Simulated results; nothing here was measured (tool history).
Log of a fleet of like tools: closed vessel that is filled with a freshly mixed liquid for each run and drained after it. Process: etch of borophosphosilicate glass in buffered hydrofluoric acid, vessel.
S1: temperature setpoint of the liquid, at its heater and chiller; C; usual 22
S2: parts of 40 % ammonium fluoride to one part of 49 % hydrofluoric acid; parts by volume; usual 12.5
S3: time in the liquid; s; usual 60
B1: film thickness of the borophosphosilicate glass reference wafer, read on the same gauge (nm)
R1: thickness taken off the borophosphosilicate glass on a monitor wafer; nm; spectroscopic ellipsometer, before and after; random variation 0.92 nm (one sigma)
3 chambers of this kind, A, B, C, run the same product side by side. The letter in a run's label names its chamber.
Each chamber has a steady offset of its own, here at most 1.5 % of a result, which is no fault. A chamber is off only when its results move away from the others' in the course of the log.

| run | hour | S1 | S2 | S3 | B1 | R1 |
|---|---|---|---|---|---|---|
| 1B | 7.3 | 22 | 12.5 | 60 | 150.00 | 106.090 |
| 2C | 19.5 | 22 | 12.5 | 60 | 150.01 | 108.040 |
| 3A | 27.1 | 22 | 12.5 | 60 | 150.03 | 106.650 |
| 4A | 37.1 | 22 | 12.5 | 60 | 150.00 | 104.820 |
| 5B | 49.3 | 22 | 9.0 | 45 | 150.01 | 105.100 |
| 6C | 58.9 | 22 | 9.0 | 45 | 150.02 | 107.180 |
| 7A | 67.5 | 22 | 9.0 | 45 | 150.02 | 104.310 |
| 8C | 77.9 | 22 | 12.5 | 60 | 150.02 | 105.230 |
| 9B | 83.4 | 22 | 12.5 | 60 | 149.97 | 106.150 |
| 10A | 94.1 | 22 | 12.5 | 60 | 150.00 | 105.070 |
| 11C | 102.3 | 22 | 12.5 | 60 | 150.04 | 105.470 |
| 12B | 111.6 | 22 | 12.5 | 60 | 150.00 | 106.750 |
| 13B | 124.0 | 22 | 12.5 | 40 | 150.04 | 69.958 |
| 14A | 135.1 | 22 | 12.5 | 40 | 149.99 | 71.402 |
| 15C | 146.6 | 22 | 12.5 | 40 | 150.03 | 72.288 |
| 16C | 153.3 | 19 | 7.5 | 60 | 150.02 | 145.690 |
| 17A | 160.9 | 19 | 7.5 | 60 | 150.00 | 149.740 |
| 18B | 170.5 | 19 | 7.5 | 60 | 149.96 | 146.320 |
| 19A | 183.1 | 22 | 12.5 | 60 | 150.01 | 109.760 |
| 20B | 189.7 | 22 | 12.5 | 60 | 149.98 | 108.240 |
| 21C | 198.3 | 22 | 12.5 | 60 | 150.00 | 106.660 |
| 22A | 208.2 | 22 | 12.5 | 60 | 150.05 | 109.610 |
| 23B | 213.8 | 22 | 12.5 | 60 | 149.99 | 107.940 |
| 24C | 225.9 | 22 | 12.5 | 60 | 150.02 | 106.620 |
| 25B | 234.8 | 22 | 12.5 | 60 | 149.99 | 107.930 |
| 26A | 245.0 | 22 | 12.5 | 60 | 150.00 | 113.230 |
| 27C | 256.9 | 22 | 12.5 | 60 | 150.02 | 106.920 |
|  | 257.9 | chamber C: hydrofluoric acid flow meter replaced |
| 28B | 264.7 | 22 | 12.5 | 60 | 150.00 | 105.210 |
| 29C | 276.0 | 20 | 12.5 | 60 | 149.98 | 94.276 |
| 30A | 282.3 | 20 | 12.5 | 60 | 150.02 | 102.060 |

All 3 chambers run these settings next. Forecast each chamber's results:
| 31A | 291.4 | 22 | 12.5 | 60 |  | ? |
| 31B | 291.4 | 22 | 12.5 | 60 |  | ? |
| 31C | 291.4 | 22 | 12.5 | 60 |  | ? |

| run | R1 |
|---|---|
| 31A | 117.280 |
| 31B | 106.960 |
| 31C | 107.420 |
